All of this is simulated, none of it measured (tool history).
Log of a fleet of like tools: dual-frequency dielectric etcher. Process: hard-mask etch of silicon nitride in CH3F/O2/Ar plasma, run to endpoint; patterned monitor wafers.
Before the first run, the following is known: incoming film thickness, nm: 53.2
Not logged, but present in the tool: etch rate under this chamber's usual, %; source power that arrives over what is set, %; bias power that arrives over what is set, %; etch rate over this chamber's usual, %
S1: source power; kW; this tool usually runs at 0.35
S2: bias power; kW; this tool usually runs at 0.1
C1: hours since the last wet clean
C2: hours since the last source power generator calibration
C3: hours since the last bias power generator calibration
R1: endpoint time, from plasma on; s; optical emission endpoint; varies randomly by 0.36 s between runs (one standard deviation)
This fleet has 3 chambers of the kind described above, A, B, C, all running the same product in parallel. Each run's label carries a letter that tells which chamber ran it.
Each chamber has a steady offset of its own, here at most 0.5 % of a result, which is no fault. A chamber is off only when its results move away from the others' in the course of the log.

| run | hour | S1 | S2 | C1 | C2 | C3 | R1 |
|---|---|---|---|---|---|---|---|
| 1B | 3.8 | 0.35 | 0.1 | 245.3 | 979.2 | 171.3 | 72.466 |
| 2A | 7.2 | 0.35 | 0.1 | 72.4 | 213.8 | 2513.8 | 71.063 |
| 3C | 13.5 | 0.35 | 0.1 | 222.4 | 4838.7 | 1733.3 | 72.102 |
| 4B | 17.1 | 0.35 | 0.1 | 258.6 | 992.5 | 184.6 | 71.74 |
| 5A | 22.1 | 0.35 | 0.1 | 87.3 | 228.7 | 2528.7 | 71.478 |
| 6C | 26.4 | 0.35 | 0.1 | 235.3 | 4851.6 | 1746.2 | 72.068 |
| 7C | 32.1 | 0.35 | 0.1 | 241 | 4857.3 | 1751.9 | 71.963 |
| 8B | 38 | 0.35 | 0.1 | 279.5 | 1013.4 | 205.5 | 71.517 |
| 9A | 43.7 | 0.35 | 0.1 | 108.9 | 250.3 | 2550.3 | 72.12 |
| 10C | 46.8 | 0.35 | 0.111 | 255.7 | 4872 | 1766.6 | 68.435 |
| 11B | 51.7 | 0.35 | 0.111 | 293.2 | 1027.1 | 219.2 | 69.117 |
| 12A | 57.6 | 0.35 | 0.111 | 122.8 | 264.2 | 2564.2 | 69.093 |
| 13C | 62.8 | 0.3 | 0.085 | 271.7 | 4888 | 1782.6 | 80.026 |
| 14A | 68.6 | 0.3 | 0.085 | 133.8 | 275.2 | 2575.2 | 79.829 |
| 15B | 73.8 | 0.3 | 0.085 | 315.3 | 1049.2 | 241.3 | 81.541 |
| 16B | 77 | 0.41 | 0.115 | 318.5 | 1052.4 | 244.5 | 64.144 |
| 17A | 82.5 | 0.41 | 0.115 | 147.7 | 289.1 | 2589.1 | 64.34 |
| 18C | 86.1 | 0.41 | 0.115 | 295 | 4911.3 | 1805.9 | 63.728 |
| 19C | 89.8 | 0.35 | 0.1 | 298.7 | 4915 | 1809.6 | 70.473 |
| 20A | 92.8 | 0.35 | 0.1 | 158 | 299.4 | 2599.4 | 71.961 |
| 21B | 97.7 | 0.35 | 0.1 | 339.2 | 1073.1 | 265.2 | 71.629 |
| 22B | 103.9 | 0.35 | 0.1 | 345.4 | 1079.3 | 271.4 | 72.3 |
| 23A | 106.7 | 0.35 | 0.1 | 171.9 | 313.3 | 2613.3 | 72.221 |
| 24C | 111.9 | 0.35 | 0.1 | 320.8 | 4937.1 | 1831.7 | 70.38 |
| 25B | 115.5 | 0.35 | 0.1 | 357 | 1090.9 | 283 | 71.517 |
| 26C | 120 | 0.35 | 0.1 | 328.9 | 4945.2 | 1839.8 | 70.457 |
| 27A | 122.8 | 0.35 | 0.1 | 188 | 329.4 | 2629.4 | 71.932 |
| 28B | 127.2 | 0.35 | 0.1 | 368.7 | 1102.6 | 294.7 | 72.562 |
| 29C | 132.7 | 0.35 | 0.1 | 341.6 | 4957.9 | 1852.5 | 70.297 |
| 30A | 138.7 | 0.35 | 0.1 | 203.9 | 345.3 | 2645.3 | 71.453 |
| 31C | 143.4 | 0.35 | 0.1 | 352.3 | 4968.6 | 1863.2 | 70.116 |
| 32B | 146.3 | 0.35 | 0.1 | 387.8 | 1121.7 | 313.8 | 71.688 |
| 33A | 149 | 0.35 | 0.116 | 214.2 | 355.6 | 2655.6 | 67.381 |
| 34A | 153.1 | 0.35 | 0.116 | 218.3 | 359.7 | 2659.7 | 67.999 |
| 35B | 158.6 | 0.35 | 0.116 | 400.1 | 1134 | 326.1 | 68.073 |
| 36C | 163.7 | 0.35 | 0.1 | 372.6 | 4988.9 | 1883.5 | 68.929 |
| 37B | 169.8 | 0.35 | 0.1 | 411.3 | 1145.2 | 337.3 | 72.329 |
| 38A | 176 | 0.35 | 0.1 | 241.2 | 382.6 | 2682.6 | 71.286 |
| 39C | 179 | 0.35 | 0.1 | 387.9 | 5004.2 | 1898.8 | 69.948 |
| 40A | 183.9 | 0.35 | 0.1 | 249.1 | 390.5 | 2690.5 | 71.967 |
| 41C | 188.9 | 0.38 | 0.1 | 397.8 | 5014.1 | 1908.7 | 67.325 |
| 42B | 193.9 | 0.38 | 0.1 | 435.4 | 1169.3 | 361.4 | 69.996 |

Each of the 3 chambers runs these same settings next. Fill in every chamber's results:
| 43A | 198.4 | 0.35 | 0.1 |  |  |  | ? |
| 43B | 198.4 | 0.35 | 0.1 |  |  |  | ? |
| 43C | 198.4 | 0.35 | 0.1 |  |  |  | ? |

| run | R1 |
|---|---|
| 43A | 71.617 |
| 43B | 71.979 |
| 43C | 69.43 |
